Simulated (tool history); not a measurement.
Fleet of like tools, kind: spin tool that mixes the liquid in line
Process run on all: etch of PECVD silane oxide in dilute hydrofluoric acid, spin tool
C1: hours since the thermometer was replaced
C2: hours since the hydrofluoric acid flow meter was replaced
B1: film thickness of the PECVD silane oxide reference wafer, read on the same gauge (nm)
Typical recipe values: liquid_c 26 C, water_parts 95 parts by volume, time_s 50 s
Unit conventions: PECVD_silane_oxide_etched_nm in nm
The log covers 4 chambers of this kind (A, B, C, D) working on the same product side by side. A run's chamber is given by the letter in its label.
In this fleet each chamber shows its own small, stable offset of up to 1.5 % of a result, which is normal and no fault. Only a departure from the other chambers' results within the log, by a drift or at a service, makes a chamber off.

{"run": "1C", "day": 0.458, "liquid_c": 26, "water_parts": 95, "time_s": 50, "C1": 708.2, "C2": 450.1, "B1": 40.001, "PECVD_silane_oxide_etched_nm": 8.4789}
{"run": "2D", "day": 1.075, "liquid_c": 26, "water_parts": 95, "time_s": 50, "C1": 130.7, "C2": 290.6, "B1": 39.973, "PECVD_silane_oxide_etched_nm": 8.4863}
{"run": "3B", "day": 1.538, "liquid_c": 26, "water_parts": 95, "time_s": 50, "C1": 1145.7, "C2": 267.7, "B1": 39.985, "PECVD_silane_oxide_etched_nm": 8.4528}
{"run": "4A", "day": 1.921, "liquid_c": 26, "water_parts": 95, "time_s": 50, "C1": 1620.9, "C2": 99.1, "B1": 40.003, "PECVD_silane_oxide_etched_nm": 8.7626}
{"run": "5C", "day": 2.4, "liquid_c": 26, "water_parts": 95, "time_s": 50, "C1": 754.8, "C2": 496.7, "B1": 40.016, "PECVD_silane_oxide_etched_nm": 8.5558}
{"run": "6A", "day": 2.771, "liquid_c": 26, "water_parts": 95, "time_s": 50, "C1": 1641.3, "C2": 119.5, "B1": 39.995, "PECVD_silane_oxide_etched_nm": 8.727}
{"run": "7B", "day": 3.2, "liquid_c": 26, "water_parts": 95, "time_s": 50, "C1": 1185.6, "C2": 307.6, "B1": 40.015, "PECVD_silane_oxide_etched_nm": 8.5178}
{"run": "8D", "day": 3.742, "liquid_c": 26, "water_parts": 95, "time_s": 50, "C1": 194.7, "C2": 354.6, "B1": 40.018, "PECVD_silane_oxide_etched_nm": 8.6574}
{"run": "9A", "day": 4.329, "liquid_c": 26, "water_parts": 135, "time_s": 50, "C1": 1678.7, "C2": 156.9, "B1": 40.023, "PECVD_silane_oxide_etched_nm": 5.8597}
{"run": "10C", "day": 4.858, "liquid_c": 26, "water_parts": 135, "time_s": 50, "C1": 813.8, "C2": 555.7, "B1": 40.014, "PECVD_silane_oxide_etched_nm": 5.5783}
{"run": "11B", "day": 5.233, "liquid_c": 26, "water_parts": 135, "time_s": 50, "C1": 1234.4, "C2": 356.4, "B1": 40.03, "PECVD_silane_oxide_etched_nm": 5.7169}
{"run": "12D", "day": 5.838, "liquid_c": 26, "water_parts": 135, "time_s": 50, "C1": 245.0, "C2": 404.9, "B1": 40.015, "PECVD_silane_oxide_etched_nm": 5.7655}
{"run": "13B", "day": 6.471, "liquid_c": 26, "water_parts": 95, "time_s": 50, "C1": 1264.1, "C2": 386.1, "B1": 39.98, "PECVD_silane_oxide_etched_nm": 8.4231}
{"run": "14D", "day": 6.821, "liquid_c": 26, "water_parts": 95, "time_s": 50, "C1": 268.6, "C2": 428.5, "B1": 39.991, "PECVD_silane_oxide_etched_nm": 8.5838}
{"run": "15C", "day": 7.283, "liquid_c": 26, "water_parts": 95, "time_s": 50, "C1": 872.0, "C2": 613.9, "B1": 39.995, "PECVD_silane_oxide_etched_nm": 8.1549}
{"run": "16A", "day": 7.721, "liquid_c": 26, "water_parts": 95, "time_s": 50, "C1": 1760.1, "C2": 238.3, "B1": 40.01, "PECVD_silane_oxide_etched_nm": 8.7805}
{"run": "17D", "day": 8.046, "liquid_c": 26, "water_parts": 95, "time_s": 50, "C1": 298.0, "C2": 457.9, "B1": 40.011, "PECVD_silane_oxide_etched_nm": 8.6161}
{"run": "18C", "day": 8.367, "liquid_c": 26, "water_parts": 95, "time_s": 50, "C1": 898.0, "C2": 639.9, "B1": 39.992, "PECVD_silane_oxide_etched_nm": 8.2724}
{"day": 8.608, "done": "chamber B: thermometer replaced"}
{"run": "19B", "day": 8.733, "liquid_c": 26, "water_parts": 95, "time_s": 50, "C1": 3.0, "C2": 440.4, "B1": 39.978, "PECVD_silane_oxide_etched_nm": 8.5268}
{"run": "20A", "day": 9.242, "liquid_c": 26, "water_parts": 95, "time_s": 50, "C1": 1796.6, "C2": 274.8, "B1": 39.991, "PECVD_silane_oxide_etched_nm": 8.9571}
{"run": "21A", "day": 9.667, "liquid_c": 26, "water_parts": 95, "time_s": 50, "C1": 1806.8, "C2": 285.0, "B1": 40.007, "PECVD_silane_oxide_etched_nm": 8.7843}
{"run": "22D", "day": 10.167, "liquid_c": 26, "water_parts": 95, "time_s": 50, "C1": 348.9, "C2": 508.8, "B1": 39.995, "PECVD_silane_oxide_etched_nm": 8.5861}
{"run": "23B", "day": 10.783, "liquid_c": 26, "water_parts": 95, "time_s": 50, "C1": 52.2, "C2": 489.6, "B1": 39.985, "PECVD_silane_oxide_etched_nm": 8.5105}
{"run": "24C", "day": 11.092, "liquid_c": 26, "water_parts": 95, "time_s": 50, "C1": 963.4, "C2": 705.3, "B1": 40.029, "PECVD_silane_oxide_etched_nm": 7.957}
{"run": "25C", "day": 11.383, "liquid_c": 26, "water_parts": 95, "time_s": 50, "C1": 970.4, "C2": 712.3, "B1": 40.012, "PECVD_silane_oxide_etched_nm": 7.9463}
{"run": "26A", "day": 11.704, "liquid_c": 26, "water_parts": 95, "time_s": 50, "C1": 1855.7, "C2": 333.9, "B1": 40.008, "PECVD_silane_oxide_etched_nm": 8.7869}
{"day": 12.054, "done": "chamber D: hydrofluoric acid flow meter replaced"}
{"run": "27B", "day": 12.112, "liquid_c": 26, "water_parts": 95, "time_s": 50, "C1": 84.1, "C2": 521.5, "B1": 40.012, "PECVD_silane_oxide_etched_nm": 8.4865}
{"day": 12.354, "done": "chamber C: thermometer replaced"}
{"run": "28D", "day": 12.442, "liquid_c": 26, "water_parts": 95, "time_s": 50, "C1": 403.5, "C2": 9.4, "B1": 40.024, "PECVD_silane_oxide_etched_nm": 8.7048}
{"run": "29C", "day": 12.817, "liquid_c": 26, "water_parts": 95, "time_s": 50, "C1": 11.2, "C2": 746.7, "B1": 40.022, "PECVD_silane_oxide_etched_nm": 7.819}
{"run": "30B", "day": 13.233, "liquid_c": 26, "water_parts": 95, "time_s": 50, "C1": 111.0, "C2": 548.4, "B1": 39.994, "PECVD_silane_oxide_etched_nm": 8.5478}
{"run": "31D", "day": 13.858, "liquid_c": 26, "water_parts": 95, "time_s": 50, "C1": 437.5, "C2": 43.4, "B1": 40.013, "PECVD_silane_oxide_etched_nm": 8.7358}
{"run": "32A", "day": 14.229, "liquid_c": 26, "water_parts": 65, "time_s": 50, "C1": 1916.3, "C2": 394.5, "B1": 39.981, "PECVD_silane_oxide_etched_nm": 13.414}
{"run": "33B", "day": 14.829, "liquid_c": 26, "water_parts": 65, "time_s": 50, "C1": 149.3, "C2": 586.7, "B1": 40.002, "PECVD_silane_oxide_etched_nm": 12.768}
{"run": "34C", "day": 15.383, "liquid_c": 26, "water_parts": 65, "time_s": 50, "C1": 72.8, "C2": 808.3, "B1": 39.989, "PECVD_silane_oxide_etched_nm": 11.588}

The same settings go to every chamber for the next run, one line per chamber below. Forecast the results for each:
{"run": "35A", "day": 15.838, "liquid_c": 26, "water_parts": 95, "time_s": 50, "PECVD_silane_oxide_etched_nm": "?"}
{"run": "35B", "day": 15.838, "liquid_c": 26, "water_parts": 95, "time_s": 50, "PECVD_silane_oxide_etched_nm": "?"}
{"run": "35C", "day": 15.838, "liquid_c": 26, "water_parts": 95, "time_s": 50, "PECVD_silane_oxide_etched_nm": "?"}
{"run": "35D", "day": 15.838, "liquid_c": 26, "water_parts": 95, "time_s": 50, "PECVD_silane_oxide_etched_nm": "?"}

run=35A PECVD_silane_oxide_etched_nm=8.6648
run=35B PECVD_silane_oxide_etched_nm=8.5482
run=35C PECVD_silane_oxide_etched_nm=7.5825
run=35D PECVD_silane_oxide_etched_nm=8.6034

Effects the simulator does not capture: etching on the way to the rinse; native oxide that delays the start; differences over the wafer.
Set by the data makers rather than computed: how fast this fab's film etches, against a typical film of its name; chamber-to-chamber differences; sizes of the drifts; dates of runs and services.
